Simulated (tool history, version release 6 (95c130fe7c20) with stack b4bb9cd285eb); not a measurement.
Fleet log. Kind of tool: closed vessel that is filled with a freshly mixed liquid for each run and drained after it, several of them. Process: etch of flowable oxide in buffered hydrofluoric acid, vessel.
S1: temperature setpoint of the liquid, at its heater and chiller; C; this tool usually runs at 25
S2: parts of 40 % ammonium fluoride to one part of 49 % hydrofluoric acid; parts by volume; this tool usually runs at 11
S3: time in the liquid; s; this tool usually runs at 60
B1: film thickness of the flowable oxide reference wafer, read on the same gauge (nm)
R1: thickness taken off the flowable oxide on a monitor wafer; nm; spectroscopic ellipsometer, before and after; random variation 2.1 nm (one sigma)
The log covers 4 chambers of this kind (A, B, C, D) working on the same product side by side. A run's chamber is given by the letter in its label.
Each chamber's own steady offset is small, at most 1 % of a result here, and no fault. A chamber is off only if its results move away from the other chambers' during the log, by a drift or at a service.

{"run": "1D", "hour": 2.8, "S1": 25, "S2": 11, "S3": 60, "B1": 110.01, "R1": 228.22}
{"run": "2C", "hour": 5.2, "S1": 25, "S2": 11, "S3": 60, "B1": 110, "R1": 229.9}
{"run": "3B", "hour": 7.8, "S1": 25, "S2": 11, "S3": 60, "B1": 110.03, "R1": 226.63}
{"run": "4A", "hour": 12.3, "S1": 25, "S2": 11, "S3": 60, "B1": 109.98, "R1": 227.61}
{"run": "5D", "hour": 17.5, "S1": 25, "S2": 11, "S3": 60, "B1": 110, "R1": 228.24}
{"run": "6A", "hour": 21.4, "S1": 25, "S2": 11, "S3": 60, "B1": 109.99, "R1": 225.49}
{"run": "7B", "hour": 24.6, "S1": 25, "S2": 11, "S3": 60, "B1": 110, "R1": 232.12}
{"run": "8C", "hour": 28.6, "S1": 25, "S2": 11, "S3": 60, "B1": 110.03, "R1": 225.13}
{"run": "9D", "hour": 33.4, "S1": 25, "S2": 11, "S3": 60, "B1": 110, "R1": 233.33}
{"hour": 34.5, "done": "chamber A: hydrofluoric acid flow meter replaced"}
{"run": "10B", "hour": 36.9, "S1": 25, "S2": 11, "S3": 60, "B1": 110.03, "R1": 229.02}
{"run": "11C", "hour": 41.4, "S1": 25, "S2": 11, "S3": 60, "B1": 109.98, "R1": 228.14}
{"run": "12A", "hour": 45.7, "S1": 25, "S2": 11, "S3": 60, "B1": 110.03, "R1": 226.26}
{"run": "13B", "hour": 48.3, "S1": 25, "S2": 11, "S3": 60, "B1": 109.99, "R1": 228.65}
{"run": "14C", "hour": 53.2, "S1": 25, "S2": 8, "S3": 60, "B1": 110, "R1": 309.15}
{"run": "15A", "hour": 58.7, "S1": 25, "S2": 8, "S3": 60, "B1": 110, "R1": 305.03}
{"hour": 61.1, "done": "chamber B: hydrofluoric acid flow meter replaced"}
{"run": "16D", "hour": 63.8, "S1": 25, "S2": 8, "S3": 60, "B1": 110.03, "R1": 309.64}
{"run": "17D", "hour": 66.9, "S1": 25, "S2": 8, "S3": 60, "B1": 110, "R1": 306.35}
{"run": "18A", "hour": 70.1, "S1": 25, "S2": 11, "S3": 60, "B1": 110.01, "R1": 229.2}
{"run": "19C", "hour": 72.9, "S1": 25, "S2": 11, "S3": 60, "B1": 110.01, "R1": 232.69}
{"run": "20B", "hour": 78.1, "S1": 25, "S2": 11, "S3": 60, "B1": 109.98, "R1": 223.1}
{"hour": 80.2, "done": "chamber D: hydrofluoric acid flow meter replaced"}
{"run": "21C", "hour": 81.0, "S1": 25, "S2": 11, "S3": 60, "B1": 110, "R1": 236.96}
{"run": "22A", "hour": 84.6, "S1": 25, "S2": 11, "S3": 60, "B1": 109.97, "R1": 226.64}
{"run": "23D", "hour": 89.7, "S1": 25, "S2": 11, "S3": 60, "B1": 110.01, "R1": 230.95}
{"run": "24B", "hour": 94.3, "S1": 25, "S2": 11, "S3": 60, "B1": 110.02, "R1": 231.41}
{"run": "25A", "hour": 98.5, "S1": 25, "S2": 11, "S3": 60, "B1": 110, "R1": 224.73}
{"run": "26D", "hour": 101.2, "S1": 25, "S2": 11, "S3": 60, "B1": 110, "R1": 228.18}
{"run": "27B", "hour": 104.4, "S1": 25, "S2": 11, "S3": 60, "B1": 109.99, "R1": 227.78}
{"run": "28C", "hour": 109.5, "S1": 25, "S2": 11, "S3": 60, "B1": 109.99, "R1": 249.82}
{"run": "29C", "hour": 113.9, "S1": 25, "S2": 11, "S3": 60, "B1": 110.02, "R1": 243.24}
{"run": "30B", "hour": 116.4, "S1": 25, "S2": 11, "S3": 60, "B1": 110.01, "R1": 226.43}
{"run": "31D", "hour": 121.8, "S1": 25, "S2": 11, "S3": 60, "B1": 110.01, "R1": 226.9}
{"run": "32A", "hour": 126.7, "S1": 21, "S2": 8, "S3": 60, "B1": 109.99, "R1": 244.46}
{"run": "33B", "hour": 130.2, "S1": 21, "S2": 8, "S3": 60, "B1": 110, "R1": 243.48}
{"run": "34D", "hour": 134.0, "S1": 21, "S2": 8, "S3": 60, "B1": 110, "R1": 243.09}
{"run": "35C", "hour": 136.6, "S1": 21, "S2": 8, "S3": 60, "B1": 109.99, "R1": 270.73}
{"run": "36A", "hour": 140.9, "S1": 25, "S2": 11, "S3": 60, "B1": 110.01, "R1": 226.53}
{"run": "37A", "hour": 146.3, "S1": 25, "S2": 11, "S3": 60, "B1": 109.99, "R1": 230.2}
{"run": "38B", "hour": 148.8, "S1": 25, "S2": 11, "S3": 60, "B1": 110.02, "R1": 231.74}
{"run": "39C", "hour": 151.9, "S1": 29, "S2": 9, "S3": 60, "B1": 110, "R1": 371.64}
{"run": "40D", "hour": 155.2, "S1": 29, "S2": 9, "S3": 60, "B1": 109.99, "R1": 334.17}
{"run": "41A", "hour": 160.4, "S1": 29, "S2": 9, "S3": 60, "B1": 110, "R1": 330.41}
{"run": "42B", "hour": 163.9, "S1": 29, "S2": 9, "S3": 60, "B1": 110.01, "R1": 329.38}
{"run": "43C", "hour": 167.8, "S1": 22, "S2": 11, "S3": 60, "B1": 109.98, "R1": 216.38}

For the next run the whole fleet of 4 chambers uses the same settings. Give each chamber's results:
{"run": "44A", "hour": 171.8, "S1": 25, "S2": 11, "S3": 60, "R1": "?"}
{"run": "44B", "hour": 171.8, "S1": 25, "S2": 11, "S3": 60, "R1": "?"}
{"run": "44C", "hour": 171.8, "S1": 25, "S2": 11, "S3": 60, "R1": "?"}
{"run": "44D", "hour": 171.8, "S1": 25, "S2": 11, "S3": 60, "R1": "?"}

run=44A R1=222.44
run=44B R1=226.44
run=44C R1=261.86
run=44D R1=225.5

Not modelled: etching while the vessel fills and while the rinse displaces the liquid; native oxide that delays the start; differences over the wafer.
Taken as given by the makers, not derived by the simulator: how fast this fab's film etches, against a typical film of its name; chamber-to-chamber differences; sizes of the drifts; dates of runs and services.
